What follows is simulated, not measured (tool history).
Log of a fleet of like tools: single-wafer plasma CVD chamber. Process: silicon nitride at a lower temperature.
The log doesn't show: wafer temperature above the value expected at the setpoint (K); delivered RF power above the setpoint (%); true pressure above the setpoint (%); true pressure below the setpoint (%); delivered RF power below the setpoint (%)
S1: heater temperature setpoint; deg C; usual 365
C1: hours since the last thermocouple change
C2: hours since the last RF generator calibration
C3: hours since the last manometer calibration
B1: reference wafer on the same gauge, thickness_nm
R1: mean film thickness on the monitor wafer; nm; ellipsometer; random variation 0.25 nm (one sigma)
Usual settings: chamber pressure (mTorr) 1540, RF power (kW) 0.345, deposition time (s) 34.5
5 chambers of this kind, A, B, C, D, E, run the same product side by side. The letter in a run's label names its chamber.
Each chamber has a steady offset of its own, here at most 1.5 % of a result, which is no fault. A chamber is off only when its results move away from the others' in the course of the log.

Run 1B, hour 7.9: usual settings; C1 197.8; C2 461.9; C3 859.2; B1 52.288. Result: R1 44.346 nm.
Run 2E, hour 23.0: usual settings; C1 2601.8; C2 1537.2; C3 2071.4; B1 52.241. Result: R1 44.303 nm.
Run 3C, hour 30.0: usual settings; C1 507.8; C2 761.2; C3 291.8; B1 52.278. Result: R1 43.745 nm.
Run 4D, hour 40.9: usual settings; C1 401.9; C2 86.7; C3 2477.2; B1 52.271. Result: R1 44.314 nm.
Run 5A, hour 50.9: usual settings; C1 470.2; C2 503.2; C3 627.0; B1 52.318. Result: R1 43.540 nm.
Run 6C, hour 65.9: usual settings; C1 543.7; C2 797.1; C3 327.7; B1 52.200. Result: R1 43.718 nm.
Run 7D, hour 74.9: usual settings; C1 435.9; C2 120.7; C3 2511.2; B1 52.251. Result: R1 44.429 nm.
Run 8B, hour 84.0: usual settings; C1 273.9; C2 538.0; C3 935.3; B1 52.287. Result: R1 44.403 nm.
Run 9E, hour 94.7: usual settings but deposition time (s) 30.4; C1 2673.5; C2 1608.9; C3 2143.1; B1 52.282. Result: R1 38.595 nm.
At hour 97.6: chamber E: thermocouple changed; heater temperature recalibrated.
Run 10A, hour 106.5: usual settings but deposition time (s) 30.4; C1 525.8; C2 558.8; C3 682.6; B1 52.324. Result: R1 38.512 nm.
Run 11D, hour 116.6: usual settings but deposition time (s) 30.4; C1 477.6; C2 162.4; C3 2552.9; B1 52.332. Result: R1 38.988 nm.
Run 12E, hour 129.0: usual settings but deposition time (s) 30.4; C1 31.5; C2 1643.2; C3 2177.4; B1 52.353. Result: R1 38.795 nm.
Run 13C, hour 142.8: usual settings but deposition time (s) 30.4; C1 620.6; C2 874.0; C3 404.6; B1 52.243. Result: R1 38.341 nm.
Run 14A, hour 158.4: usual settings but RF power (kW) 0.305; C1 577.7; C2 610.7; C3 734.5; B1 52.333. Result: R1 39.827 nm.
Run 15B, hour 165.8: usual settings but RF power (kW) 0.305; C1 355.7; C2 619.8; C3 1017.1; B1 52.311. Result: R1 40.764 nm.
Run 16B, hour 174.5: usual settings but RF power (kW) 0.305; C1 364.4; C2 628.5; C3 1025.8; B1 52.351. Result: R1 40.864 nm.
Run 17C, hour 183.6: usual settings but RF power (kW) 0.305; C1 661.4; C2 914.8; C3 445.4; B1 52.367. Result: R1 41.008 nm.
Run 18E, hour 191.2: usual settings but RF power (kW) 0.305; C1 93.7; C2 1705.4; C3 2239.6; B1 52.289. Result: R1 40.301 nm.
Run 19A, hour 199.5: usual settings; C1 618.8; C2 651.8; C3 775.6; B1 52.350. Result: R1 43.349 nm.
Run 20D, hour 211.2: usual settings; C1 572.2; C2 257.0; C3 2647.5; B1 52.274. Result: R1 44.248 nm.
Run 21A, hour 222.8: usual settings; C1 642.1; C2 675.1; C3 798.9; B1 52.274. Result: R1 43.757 nm.
Run 22C, hour 235.4: usual settings; C1 713.2; C2 966.6; C3 497.2; B1 52.290. Result: R1 43.674 nm.
Run 23B, hour 245.3: usual settings; C1 435.2; C2 699.3; C3 1096.6; B1 52.206. Result: R1 44.285 nm.
Run 24E, hour 258.2: usual settings; C1 160.7; C2 1772.4; C3 2306.6; B1 52.291. Result: R1 43.835 nm.
Run 25D, hour 267.7: usual settings; C1 628.7; C2 313.5; C3 2704.0; B1 52.311. Result: R1 44.468 nm.
Run 26D, hour 280.0: usual settings; C1 641.0; C2 325.8; C3 2716.3; B1 52.325. Result: R1 43.767 nm.
Run 27A, hour 293.6: usual settings; C1 712.9; C2 745.9; C3 869.7; B1 52.414. Result: R1 43.123 nm.
Run 28C, hour 300.8: usual settings; C1 778.6; C2 1032.0; C3 562.6; B1 52.296. Result: R1 43.495 nm.
Run 29E, hour 314.3: usual settings but chamber pressure (mTorr) 1690; C1 216.8; C2 1828.5; C3 2362.7; B1 52.363. Result: R1 45.363 nm.
At hour 326.5: chamber A: capacitance manometer re-zeroed and calibrated.
Run 30B, hour 327.0: usual settings but chamber pressure (mTorr) 1690; C1 516.9; C2 781.0; C3 1178.3; B1 52.286. Result: R1 45.066 nm.
Run 31E, hour 334.9: usual settings but chamber pressure (mTorr) 1690; C1 237.4; C2 1849.1; C3 2383.3; B1 52.281. Result: R1 45.331 nm.
Run 32B, hour 344.3: usual settings but chamber pressure (mTorr) 1690; C1 534.2; C2 798.3; C3 1195.6; B1 52.301. Result: R1 44.830 nm.
Run 33D, hour 358.6: usual settings but chamber pressure (mTorr) 1690; C1 719.6; C2 404.4; C3 2794.9; B1 52.318. Result: R1 45.709 nm.
Run 34A, hour 373.7: usual settings; C1 793.0; C2 826.0; C3 47.3; B1 52.226. Result: R1 43.667 nm.

All 5 chambers run these settings next. Forecast each chamber's results:
Run 35A, hour 385.3: usual settings. Result: R1 ?.
Run 35B, hour 385.3: usual settings. Result: R1 ?.
Run 35C, hour 385.3: usual settings. Result: R1 ?.
Run 35D, hour 385.3: usual settings. Result: R1 ?.
Run 35E, hour 385.3: usual settings. Result: R1 ?.

run      R1
35A  43.213
35B  44.051
35C  43.763
35D  44.187
35E  44.697
